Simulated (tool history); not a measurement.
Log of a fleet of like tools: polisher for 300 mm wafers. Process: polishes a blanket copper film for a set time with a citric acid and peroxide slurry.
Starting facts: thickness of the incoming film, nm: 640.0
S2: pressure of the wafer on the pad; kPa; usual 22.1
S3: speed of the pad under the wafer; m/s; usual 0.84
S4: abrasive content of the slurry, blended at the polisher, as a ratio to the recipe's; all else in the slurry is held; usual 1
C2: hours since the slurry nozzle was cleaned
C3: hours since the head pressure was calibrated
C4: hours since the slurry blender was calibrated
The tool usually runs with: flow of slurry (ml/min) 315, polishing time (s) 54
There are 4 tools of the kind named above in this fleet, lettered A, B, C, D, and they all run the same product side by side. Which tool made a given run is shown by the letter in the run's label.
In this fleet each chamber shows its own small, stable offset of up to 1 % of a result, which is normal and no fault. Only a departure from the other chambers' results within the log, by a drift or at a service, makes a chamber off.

At hour 0.5: chamber B: worn pad replaced by a new one.
At hour 1: chamber B: slurry blender recalibrated.
At hour 6.4: chamber A: slurry blender recalibrated.
Run 1B, hour 14.2: usual settings; wafers polished on this pad 125; C2 254.7; C3 421.5; C4 13.2. Result: film removed (Å) 1167.1.
Run 2C, hour 27.5: usual settings; wafers polished on this pad 751; C2 310.1; C3 149.4; C4 32.4. Result: film removed (Å) 1146.8.
At hour 33.4: chamber C: worn pad replaced by a new one.
Run 3D, hour 38.9: usual settings; wafers polished on this pad 821; C2 123.3; C3 1017.9; C4 42.3. Result: film removed (Å) 1142.1.
At hour 41.9: chamber D: worn pad replaced by a new one.
At hour 43.5: chamber B: slurry nozzle cleaned.
Run 4A, hour 48.1: usual settings; wafers polished on this pad 745; C2 268.1; C3 971.4; C4 41.8. Result: film removed (Å) 1185.1.
Run 5D, hour 62.2: usual settings; wafers polished on this pad 186; C2 146.6; C3 1041.2; C4 65.6. Result: film removed (Å) 1169.3.
Run 6C, hour 75.3: usual settings; wafers polished on this pad 383; C2 357.9; C3 197.2; C4 80.2. Result: film removed (Å) 1187.2.
At hour 75.9: chamber B: worn pad replaced by a new one.
Run 7A, hour 86.5: usual settings; wafers polished on this pad 1096; C2 306.5; C3 1009.8; C4 80.2. Result: film removed (Å) 1187.4.
At hour 89.4: chamber A: worn pad replaced by a new one.
At hour 92.1: chamber A: head pressure recalibrated.
Run 8B, hour 93.9: usual settings; wafers polished on this pad 165; C2 50.4; C3 501.2; C4 92.9. Result: film removed (Å) 1164.8.
Run 9B, hour 103.1: usual settings; wafers polished on this pad 249; C2 59.6; C3 510.4; C4 102.1. Result: film removed (Å) 1178.8.
At hour 112.2: chamber D: slurry blender recalibrated.
Run 10C, hour 113.1: usual settings; wafers polished on this pad 729; C2 395.7; C3 235; C4 118. Result: film removed (Å) 1155.8.
At hour 115.6: chamber B: slurry blender recalibrated.
At hour 122.3: chamber C: worn pad replaced by a new one.
Run 11D, hour 127.1: usual settings but flow of slurry (ml/min) 415; wafers polished on this pad 779; C2 211.5; C3 1106.1; C4 14.9. Result: film removed (Å) 1208.
Run 12A, hour 138.7: usual settings but flow of slurry (ml/min) 415; wafers polished on this pad 451; C2 358.7; C3 46.6; C4 132.4. Result: film removed (Å) 1323.7.
At hour 140.2: chamber D: worn pad replaced by a new one.
Run 13B, hour 146.4: usual settings but flow of slurry (ml/min) 415; wafers polished on this pad 645; C2 102.9; C3 553.7; C4 30.9. Result: film removed (Å) 1208.1.
Run 14A, hour 156.8: usual settings but flow of slurry (ml/min) 415; wafers polished on this pad 616; C2 376.8; C3 64.7; C4 150.5. Result: film removed (Å) 1329.9.
At hour 157.7: chamber D: head pressure recalibrated.
At hour 164.9: chamber B: worn pad replaced by a new one.
Run 15C, hour 165.3: usual settings; wafers polished on this pad 393; C2 447.9; C3 287.2; C4 170.2. Result: film removed (Å) 1173.1.
At hour 169.6: chamber A: slurry blender recalibrated.
Run 16D, hour 175.1: usual settings; wafers polished on this pad 319; C2 259.5; C3 17.4; C4 62.9. Result: film removed (Å) 1165.7.
Run 17A, hour 181.6: usual settings; wafers polished on this pad 843; C2 401.6; C3 89.5; C4 12. Result: film removed (Å) 1282.4.
At hour 185.3: chamber D: slurry nozzle cleaned.
Run 18B, hour 189.2: usual settings; wafers polished on this pad 222; C2 145.7; C3 596.5; C4 73.7. Result: film removed (Å) 1156.7.
Run 19C, hour 196.6: usual settings; wafers polished on this pad 680; C2 479.2; C3 318.5; C4 201.5. Result: film removed (Å) 1156.8.
At hour 204.2: chamber C: slurry blender recalibrated.
At hour 209.7: chamber C: worn pad replaced by a new one.
Run 20D, hour 210.5: usual settings but S4 0.8; wafers polished on this pad 643; C2 25.3; C3 52.8; C4 98.3. Result: film removed (Å) 1118.1.
Run 21A, hour 217.3: usual settings but S4 0.8; wafers polished on this pad 1170; C2 437.3; C3 125.2; C4 47.7. Result: film removed (Å) 1238.1.
At hour 222.4: chamber D: slurry blender recalibrated.
Run 22D, hour 224.2: usual settings but S4 0.8; wafers polished on this pad 768; C2 39; C3 66.5; C4 1.8. Result: film removed (Å) 1113.9.
Run 23B, hour 236.3: usual settings but S4 0.8; wafers polished on this pad 653; C2 192.8; C3 643.6; C4 120.8. Result: film removed (Å) 1115.9.
At hour 240.6: chamber A: worn pad replaced by a new one.
At hour 247.5: chamber B: worn pad replaced by a new one.
At hour 247.8: chamber B: slurry blender recalibrated.
At hour 248.3: chamber A: slurry nozzle cleaned.
Run 24C, hour 248.8: usual settings but S2 19.3 kPa, polishing time (s) 68; wafers polished on this pad 358; C2 531.4; C3 370.7; C4 44.6. Result: film removed (Å) 1261.1.
Run 25B, hour 256.5: usual settings but S2 19.3 kPa, polishing time (s) 68; wafers polished on this pad 83; C2 213; C3 663.8; C4 8.7. Result: film removed (Å) 1285.7.
Run 26A, hour 265.8: usual settings but S2 19.3 kPa, polishing time (s) 68; wafers polished on this pad 231; C2 17.6; C3 173.7; C4 96.2. Result: film removed (Å) 1458.

Does one chamber stand apart from the rest, does the shared gauge drift, or is all well apart from small per-chamber offsets? Give the chamber and the most likely cause, where there is one.

The work done on chamber A during a service left it standing apart from the others.
Cause: head's pressure above its setpoint, % = 11.7.

Chamber A could run next with any of the 4 candidate recipes listed below; each alters the usual settings, and their results appear as question marks. Which one brings its results back in line with what the other chambers deliver on the usual settings?
To be in line, a result may differ from the other chambers' mean on the usual settings by at most: film removed (Å) 42
Run 27A-1, hour 276: usual settings but S2 26.9 kPa, S4 1.05. Result: film removed (Å) ?.
Run 27A-2, hour 276: usual settings but S2 23.4 kPa, S3 0.9 m/s. Result: film removed (Å) ?.
Run 27A-3, hour 276: usual settings but S2 21.4 kPa, S3 0.8 m/s, polishing time (s) 52. Result: film removed (Å) ?.
Run 27A-4, hour 276: usual settings but S2 17.9 kPa. Result: film removed (Å) ?.

Other chambers, usual settings, mean: film removed (Å) 1163.1
  run  film removed (Å)
27A-1            1607.5
27A-2            1489.5
27A-3            1167.5
27A-4            1073.2
Change 27A-3 lands the chamber within the allowed miss of the other chambers.

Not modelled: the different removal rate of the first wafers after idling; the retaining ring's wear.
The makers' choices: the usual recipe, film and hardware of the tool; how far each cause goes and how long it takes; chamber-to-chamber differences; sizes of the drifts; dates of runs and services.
